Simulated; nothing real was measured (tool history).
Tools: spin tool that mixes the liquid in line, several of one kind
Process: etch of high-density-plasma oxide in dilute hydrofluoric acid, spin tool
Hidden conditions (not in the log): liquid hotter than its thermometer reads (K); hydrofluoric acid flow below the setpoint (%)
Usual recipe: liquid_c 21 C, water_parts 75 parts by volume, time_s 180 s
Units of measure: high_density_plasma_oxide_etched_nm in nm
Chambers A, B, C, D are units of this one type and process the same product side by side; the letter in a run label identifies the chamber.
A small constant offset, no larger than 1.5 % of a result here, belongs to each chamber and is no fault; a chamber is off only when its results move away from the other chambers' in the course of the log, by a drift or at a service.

run	hour	liquid_c	water_parts	time_s	hours since the thermometer was replaced	hours since the hydrofluoric acid flow meter was replaced	read-back film thickness of the high-density-plasma oxide reference wafer, read on the same gauge (nm)	high_density_plasma_oxide_etched_nm
1C	6.3	21	75	180	898.1	1405.4	150.01	20.387
2B	13.4	21	75	180	985.1	335.6	149.99	20.503
3D	23.6	21	75	180	405.1	664.7	150.00	20.297
4A	30.1	21	75	180	401.2	1982.5	150.02	19.996
5B	38.9	21	75	180	1010.6	361.1	150.01	20.493
6C	46.7	21	75	180	938.5	1445.8	150.02	20.399
# hour 55.2: chamber B: thermometer replaced
7A	56.4	21	75	180	427.5	2008.8	150.01	20.351
8D	61.1	21	75	180	442.6	702.2	150.01	19.971
9B	67.6	21	75	180	12.4	389.8	150.02	20.351
# hour 68.5: chamber C: hydrofluoric acid flow meter replaced
10D	73.2	21	75	130	454.7	714.3	150.00	14.633
11A	82.9	21	75	130	454.0	2035.3	149.98	14.716
12C	90.1	21	75	130	981.9	21.7	150.00	14.810
13A	94.7	21	75	130	465.8	2047.1	150.01	14.551
14B	100.2	21	75	180	45.0	422.4	150.00	20.133
15C	109.3	21	75	180	1001.1	40.9	150.00	20.509
16D	115.7	21	75	180	497.2	756.8	150.00	19.785
17A	124.4	21	75	180	495.5	2076.8	149.99	20.401
18C	132.2	21	75	180	1024.0	63.8	149.97	20.553
19B	142.6	21	75	180	87.4	464.8	150.02	20.103
20D	147.4	21	75	180	528.9	788.5	150.01	19.763
21B	154.5	21	75	180	99.3	476.7	150.01	20.181
22C	159.4	21	75	180	1051.2	91.0	150.00	20.363
23A	166.3	21	75	180	537.4	2118.7	149.98	20.085
24D	176.5	21	75	180	558.0	817.6	150.00	19.143
25D	184.4	21	75	180	565.9	825.5	150.00	19.110
26B	190.4	21	75	180	135.2	512.6	149.99	20.018
27A	199.5	24	75	225	570.6	2151.9	149.99	29.103
28C	208.4	24	75	225	1100.2	140.0	150.01	29.225
29C	215.3	24	75	225	1107.1	146.9	150.03	29.484
30D	222.2	24	75	225	603.7	863.3	150.01	26.704
31B	227.7	21	75	180	172.5	549.9	149.99	20.468

All 4 chambers run these settings next. Forecast each chamber's results:
32A	235.3	21	75	180				?
32B	235.3	21	75	180				?
32C	235.3	21	75	180				?
32D	235.3	21	75	180				?

run	high_density_plasma_oxide_etched_nm
32A	20.174
32B	20.569
32C	20.549
32D	18.446

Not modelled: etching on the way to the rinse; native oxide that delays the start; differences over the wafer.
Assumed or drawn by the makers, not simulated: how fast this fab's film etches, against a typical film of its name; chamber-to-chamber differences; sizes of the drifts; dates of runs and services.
